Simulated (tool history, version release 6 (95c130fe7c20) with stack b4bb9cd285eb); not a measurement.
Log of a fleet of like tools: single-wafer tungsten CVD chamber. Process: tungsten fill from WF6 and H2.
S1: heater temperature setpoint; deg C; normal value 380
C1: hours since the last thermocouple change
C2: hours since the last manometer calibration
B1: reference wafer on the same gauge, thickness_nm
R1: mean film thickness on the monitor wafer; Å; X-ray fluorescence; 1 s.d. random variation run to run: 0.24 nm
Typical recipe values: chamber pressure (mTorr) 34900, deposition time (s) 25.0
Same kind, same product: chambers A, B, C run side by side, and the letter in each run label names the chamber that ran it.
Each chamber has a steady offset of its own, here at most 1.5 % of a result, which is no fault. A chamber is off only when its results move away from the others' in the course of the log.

{"run": "1A", "hour": 5.6, "S1": 380, "chamber pressure (mTorr)": 34900, "deposition time (s)": 25.0, "C1": 413.1, "C2": 110.7, "B1": 57.923, "R1": 524.03}
{"run": "2C", "hour": 13.4, "S1": 380, "chamber pressure (mTorr)": 34900, "deposition time (s)": 25.0, "C1": 2018.5, "C2": 1003.7, "B1": 57.922, "R1": 531.37}
{"run": "3B", "hour": 20.5, "S1": 380, "chamber pressure (mTorr)": 34900, "deposition time (s)": 25.0, "C1": 621.3, "C2": 314.9, "B1": 57.828, "R1": 526.87}
{"run": "4B", "hour": 30.7, "S1": 380, "chamber pressure (mTorr)": 34900, "deposition time (s)": 25.0, "C1": 631.5, "C2": 325.1, "B1": 57.916, "R1": 525.86}
{"run": "5A", "hour": 40.9, "S1": 380, "chamber pressure (mTorr)": 34900, "deposition time (s)": 25.0, "C1": 448.4, "C2": 146.0, "B1": 57.95, "R1": 526.83}
{"run": "6C", "hour": 46.8, "S1": 380, "chamber pressure (mTorr)": 34900, "deposition time (s)": 25.0, "C1": 2051.9, "C2": 1037.1, "B1": 57.914, "R1": 535.11}
{"run": "7C", "hour": 53.0, "S1": 380, "chamber pressure (mTorr)": 34900, "deposition time (s)": 25.0, "C1": 2058.1, "C2": 1043.3, "B1": 57.924, "R1": 528.68}
{"run": "8A", "hour": 61.9, "S1": 380, "chamber pressure (mTorr)": 34900, "deposition time (s)": 25.0, "C1": 469.4, "C2": 167.0, "B1": 57.879, "R1": 523.84}
{"run": "9B", "hour": 66.4, "S1": 380, "chamber pressure (mTorr)": 34900, "deposition time (s)": 25.0, "C1": 667.2, "C2": 360.8, "B1": 57.954, "R1": 523.88}
{"run": "10C", "hour": 75.3, "S1": 380, "chamber pressure (mTorr)": 34900, "deposition time (s)": 25.0, "C1": 2080.4, "C2": 1065.6, "B1": 57.882, "R1": 531.51}
{"run": "11A", "hour": 79.9, "S1": 380, "chamber pressure (mTorr)": 34900, "deposition time (s)": 25.0, "C1": 487.4, "C2": 185.0, "B1": 57.942, "R1": 523.31}
{"run": "12B", "hour": 87.8, "S1": 380, "chamber pressure (mTorr)": 34900, "deposition time (s)": 25.0, "C1": 688.6, "C2": 382.2, "B1": 57.924, "R1": 524.97}
{"run": "13C", "hour": 94.2, "S1": 380, "chamber pressure (mTorr)": 34900, "deposition time (s)": 25.0, "C1": 2099.3, "C2": 1084.5, "B1": 57.889, "R1": 530.52}
{"run": "14A", "hour": 100.2, "S1": 380, "chamber pressure (mTorr)": 34900, "deposition time (s)": 20.5, "C1": 507.7, "C2": 205.3, "B1": 57.918, "R1": 430.3}
{"run": "15B", "hour": 107.2, "S1": 380, "chamber pressure (mTorr)": 34900, "deposition time (s)": 20.5, "C1": 708.0, "C2": 401.6, "B1": 57.93, "R1": 432.84}
{"run": "16C", "hour": 113.7, "S1": 380, "chamber pressure (mTorr)": 34900, "deposition time (s)": 20.5, "C1": 2118.8, "C2": 1104.0, "B1": 57.931, "R1": 435.44}
{"run": "17B", "hour": 123.3, "S1": 380, "chamber pressure (mTorr)": 34900, "deposition time (s)": 25.0, "C1": 724.1, "C2": 417.7, "B1": 57.945, "R1": 520.75}
{"run": "18A", "hour": 133.5, "S1": 380, "chamber pressure (mTorr)": 34900, "deposition time (s)": 25.0, "C1": 541.0, "C2": 238.6, "B1": 57.867, "R1": 521.26}
{"run": "19A", "hour": 139.7, "S1": 380, "chamber pressure (mTorr)": 34900, "deposition time (s)": 25.0, "C1": 547.2, "C2": 244.8, "B1": 57.98, "R1": 525.43}
{"run": "20C", "hour": 149.2, "S1": 380, "chamber pressure (mTorr)": 34900, "deposition time (s)": 28.4, "C1": 2154.3, "C2": 1139.5, "B1": 57.93, "R1": 604.92}
{"run": "21B", "hour": 155.4, "S1": 380, "chamber pressure (mTorr)": 34900, "deposition time (s)": 28.4, "C1": 756.2, "C2": 449.8, "B1": 57.872, "R1": 595.02}
{"run": "22A", "hour": 164.1, "S1": 380, "chamber pressure (mTorr)": 34900, "deposition time (s)": 28.4, "C1": 571.6, "C2": 269.2, "B1": 57.937, "R1": 594.39}
{"run": "23C", "hour": 169.6, "S1": 380, "chamber pressure (mTorr)": 34900, "deposition time (s)": 25.0, "C1": 2174.7, "C2": 1159.9, "B1": 57.893, "R1": 527.74}

Next, every chamber runs the same settings. What will each give?
{"run": "24A", "hour": 177.1, "S1": 380, "chamber pressure (mTorr)": 34900, "deposition time (s)": 27.8, "R1": "?"}
{"run": "24B", "hour": 177.1, "S1": 380, "chamber pressure (mTorr)": 34900, "deposition time (s)": 27.8, "R1": "?"}
{"run": "24C", "hour": 177.1, "S1": 380, "chamber pressure (mTorr)": 34900, "deposition time (s)": 27.8, "R1": "?"}

run=24A R1=579.09
run=24B R1=584.57
run=24C R1=593.86

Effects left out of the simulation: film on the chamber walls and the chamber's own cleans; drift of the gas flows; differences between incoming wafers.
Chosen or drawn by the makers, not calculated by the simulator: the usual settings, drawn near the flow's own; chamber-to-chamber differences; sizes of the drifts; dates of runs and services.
